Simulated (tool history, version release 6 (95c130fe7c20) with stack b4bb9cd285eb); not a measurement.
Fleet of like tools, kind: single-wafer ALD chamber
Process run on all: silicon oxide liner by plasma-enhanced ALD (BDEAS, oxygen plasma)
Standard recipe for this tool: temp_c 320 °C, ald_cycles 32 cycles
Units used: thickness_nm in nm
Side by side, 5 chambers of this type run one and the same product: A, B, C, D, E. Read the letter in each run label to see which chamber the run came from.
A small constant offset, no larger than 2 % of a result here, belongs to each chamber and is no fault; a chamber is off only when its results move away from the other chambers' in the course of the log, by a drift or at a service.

run     day  temp_c  ald_cycles  read-back reference wafer on the same gauge, thickness_nm  thickness_nm
 1B   0.654     320          32                                                     3.4177        2.8476
 2E   1.279     320          32                                                     3.4224        2.9257
 3D   1.917     320          32                                                       3.42        2.8714
 4A   2.533     320          32                                                     3.4179        2.8745
 5C   3.196     320          32                                                     3.4201        2.8917
 6E    3.75     320          32                                                     3.4228        2.8961
 7D   4.346     320          32                                                     3.4214        2.8854
 8B   4.962     320          32                                                     3.4194        2.8334
 9C   5.383     315          38                                                     3.4199        3.4508
10A   5.812     315          38                                                     3.4161        3.4796
11C    6.15     315          38                                                     3.4172        3.4732
12D   6.554     315          38                                                     3.4199        3.4378
13B   7.112     315          38                                                     3.4164        3.4404
14E   7.567     320          32                                                     3.4216        2.8968
15A   8.025     320          32                                                     3.4201        2.8869
16A   8.675     320          32                                                     3.4153        2.8872
17E       9     320          32                                                     3.4166        2.9067
18C   9.621     320          34                                                     3.4201        3.0807
19D  10.025     320          34                                                     3.4189        3.0835
20B  10.442     320          34                                                     3.4204        2.9977
21B  10.925     320          34                                                     3.4224        3.0096
22C  11.504     320          34                                                     3.4193        3.0846
23E  11.962     320          32                                                     3.4244        2.9017
24D  12.292     308          27                                                     3.4167        2.4619
25A  12.962     308          27                                                     3.4188        2.4929
26D  13.633     308          27                                                     3.4183        2.4831
27B  13.925     308          27                                                     3.4201        2.4457
28A  14.271     308          27                                                     3.4191        2.4847
29C  14.567     320          32                                                     3.4183        2.9022
30E  14.883     307          28                                                     3.4219        2.5782

One chamber off, gauge drift, or nothing amiss beyond the chambers' own small offsets? If it is a chamber, which one, and what is the likeliest cause?

No chamber stands off beyond its own small offset, and the gauge holds steady.
